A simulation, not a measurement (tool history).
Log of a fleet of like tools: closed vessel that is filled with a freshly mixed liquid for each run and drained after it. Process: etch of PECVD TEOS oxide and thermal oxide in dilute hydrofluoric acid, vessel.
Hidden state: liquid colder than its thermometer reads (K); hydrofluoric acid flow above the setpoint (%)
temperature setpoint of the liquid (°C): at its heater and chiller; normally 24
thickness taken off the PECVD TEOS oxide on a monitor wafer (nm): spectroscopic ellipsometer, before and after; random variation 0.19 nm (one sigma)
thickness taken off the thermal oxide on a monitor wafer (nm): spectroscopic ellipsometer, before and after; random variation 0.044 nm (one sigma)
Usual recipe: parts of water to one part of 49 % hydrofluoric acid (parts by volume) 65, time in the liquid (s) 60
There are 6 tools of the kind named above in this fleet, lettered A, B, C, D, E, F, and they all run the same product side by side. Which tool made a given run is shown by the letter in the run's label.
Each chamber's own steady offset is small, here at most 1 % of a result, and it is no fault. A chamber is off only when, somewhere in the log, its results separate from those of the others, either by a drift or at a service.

run   hour  temperature setpoint of the liquid (°C)  parts of water to one part of 49 % hydrofluoric acid (parts by volume)  time in the liquid (s)  hours since the thermometer was replaced  hours since the hydrofluoric acid flow meter was replaced  read-back film thickness of the PECVD TEOS oxide reference wafer, read on the same gauge (nm)  read-back film thickness of the thermal oxide reference wafer, read on the same gauge (nm)  thickness taken off the PECVD TEOS oxide on a monitor wafer (nm)  thickness taken off the thermal oxide on a monitor wafer (nm)
 1B    3.6                                       24                                                                      65                      60                                     272.8                                                        9.9                                                                                          60.01                                                                                      130.02                                                            23.478                                                         4.5734
 2A    7.2                                       24                                                                      65                      60                                    1742.9                                                     2274.8                                                                                         59.992                                                                                      130.02                                                            23.186                                                         4.6447
 3C   10.4                                       24                                                                      65                      60                                     326.2                                                     1612.9                                                                                         59.987                                                                                         130                                                            23.568                                                         4.5175
 4E   14.7                                       24                                                                      65                      60                                    1163.4                                                     1760.8                                                                                         60.007                                                                                      130.04                                                            23.317                                                         4.5307
 5D   18.3                                       24                                                                      65                      60                                       836                                                      473.8                                                                                         59.991                                                                                         130                                                            23.637                                                         4.5837
 6F   22.8                                       24                                                                      65                      60                                    1737.9                                                      335.8                                                                                         59.988                                                                                      130.01                                                            23.519                                                         4.5075
 7E   26.6                                     20.5                                                                      35                      60                                    1175.3                                                     1772.7                                                                                         60.005                                                                                      129.98                                                            38.847                                                         7.4248
 8A   30.1                                     20.5                                                                      35                      60                                    1765.8                                                     2297.7                                                                                         59.994                                                                                      130.01                                                            38.844                                                         7.4578
 9B   33.3                                     20.5                                                                      35                      60                                     302.5                                                       39.6                                                                                          59.99                                                                                      130.01                                                            39.656                                                         7.4592
10D   36.5                                     20.5                                                                      35                      60                                     854.2                                                        492                                                                                         59.983                                                                                      129.99                                                            39.326                                                         7.5026
11F   38.7                                     20.5                                                                      35                      60                                    1753.8                                                      351.7                                                                                         60.004                                                                                      129.99                                                            39.155                                                         7.5685
12C   42.3                                     20.5                                                                      35                      60                                     358.1                                                     1644.8                                                                                         59.981                                                                                      130.03                                                            39.137                                                         7.4654
13F   44.6                                     27.5                                                                      65                      60                                    1759.7                                                      357.6                                                                                             60                                                                                      130.01                                                            27.494                                                         5.2969
14A     47                                     27.5                                                                      65                      60                                    1782.7                                                     2314.6                                                                                         59.987                                                                                      130.01                                                            27.068                                                         5.1823
15B   50.9                                     27.5                                                                      65                      60                                     320.1                                                       57.2                                                                                         59.986                                                                                      129.99                                                            27.073                                                         5.2348
16E   55.2                                     27.5                                                                      65                      60                                    1203.9                                                     1801.3                                                                                          60.01                                                                                      130.03                                                            26.661                                                         5.3067
17D     59                                     27.5                                                                      65                      60                                     876.7                                                      514.5                                                                                         60.003                                                                                      129.99                                                            27.243                                                         5.2056
18C   62.2                                     27.5                                                                      65                      60                                       378                                                     1664.7                                                                                          60.02                                                                                      129.98                                                            27.035                                                          5.119
19B     66                                       24                                                                      65                      60                                     335.2                                                       72.3                                                                                         60.002                                                                                      129.98                                                            23.638                                                         4.5621
20E   69.7                                       24                                                                      65                      60                                    1218.4                                                     1815.8                                                                                         60.008                                                                                      130.01                                                            23.531                                                         4.4761
21D   71.7                                       20                                                                      35                      60                                     889.4                                                      527.2                                                                                         59.995                                                                                         130                                                             38.56                                                         7.4877
22F   75.2                                       20                                                                      35                      60                                    1790.3                                                      388.2                                                                                         60.012                                                                                         130                                                            38.623                                                         7.5026
23A   78.7                                       20                                                                      35                      60                                    1814.4                                                     2346.3                                                                                         59.997                                                                                      129.95                                                            38.422                                                         7.3605
24C   82.8                                       20                                                                      35                      60                                     398.6                                                     1685.3                                                                                             60                                                                                      130.02                                                            38.306                                                         7.3455
25A   86.3                                       20                                                                      35                      60                                      1822                                                     2353.9                                                                                         60.002                                                                                         130                                                            38.227                                                          7.309
26C     90                                       20                                                                      35                      60                                     405.8                                                     1692.5                                                                                         59.993                                                                                      129.99                                                            38.174                                                          7.393
27E   94.3                                       24                                                                      65                      60                                      1243                                                     1840.4                                                                                         60.001                                                                                      129.99                                                            23.253                                                         4.5787
28F   97.1                                       27                                                                      50                      60                                    1812.2                                                      410.1                                                                                          59.97                                                                                      130.04                                                            35.723                                                         6.7661
29B  100.9                                       27                                                                      50                      60                                     370.1                                                      107.2                                                                                         59.972                                                                                      130.02                                                             35.38                                                         6.7786
30D  104.4                                       27                                                                      50                      60                                     922.1                                                      559.9                                                                                         59.993                                                                                      130.01                                                            35.478                                                         6.8447
31C  108.3                                       27                                                                      50                      60                                     424.1                                                     1710.8                                                                                         59.987                                                                                      129.99                                                            34.452                                                         6.8321
32F  110.5                                       27                                                                      50                      60                                    1825.6                                                      423.5                                                                                         60.012                                                                                      129.99                                                            35.287                                                         6.9126
33E  112.7                                       27                                                                      50                      60                                    1261.4                                                     1858.8                                                                                         59.997                                                                                         130                                                            35.211                                                         6.8329
34B  116.3                                       24                                                                      85                      80                                     385.5                                                      122.6                                                                                         60.002                                                                                      129.99                                                            23.619                                                         4.4747
35A    120                                       24                                                                      85                      80                                    1855.7                                                     2387.6                                                                                         59.995                                                                                      130.03                                                            23.056                                                         4.4932
36D  123.4                                       24                                                                      85                      80                                     941.1                                                      578.9                                                                                         60.003                                                                                      130.03                                                            23.305                                                         4.4787
37A  125.5                                       24                                                                      85                      80                                    1861.2                                                     2393.1                                                                                         59.994                                                                                      130.02                                                             23.82                                                         4.5317
38D  127.6                                       24                                                                      85                      80                                     945.3                                                      583.1                                                                                         59.997                                                                                      130.01                                                            23.311                                                         4.5019
39E  129.7                                       24                                                                      85                      80                                    1278.4                                                     1875.8                                                                                         60.013                                                                                      130.04                                                             23.64                                                         4.5178
40F  133.8                                       24                                                                      65                      60                                    1848.9                                                      446.8                                                                                         60.005                                                                                      129.98                                                            23.726                                                         4.5069
41C  137.9                                       24                                                                      65                      60                                     453.7                                                     1740.4                                                                                         60.006                                                                                      130.02                                                            23.396                                                         4.5162
42B  140.9                                       24                                                                      65                      60                                     410.1                                                      147.2                                                                                         59.989                                                                                      130.02                                                            23.698                                                          4.481
43A  143.7                                       24                                                                      65                      60                                    1879.4                                                     2411.3                                                                                         60.003                                                                                         130                                                            23.353                                                         4.6037

Read the log: is a single chamber off, either drifting away or since a service, is the gauge that measures every chamber drifting, or is nothing wrong beyond small per-chamber offsets? Name any odd chamber and what most likely caused it.

Neither any chamber nor the gauge drifts; the chambers differ only by their own small, steady offsets.
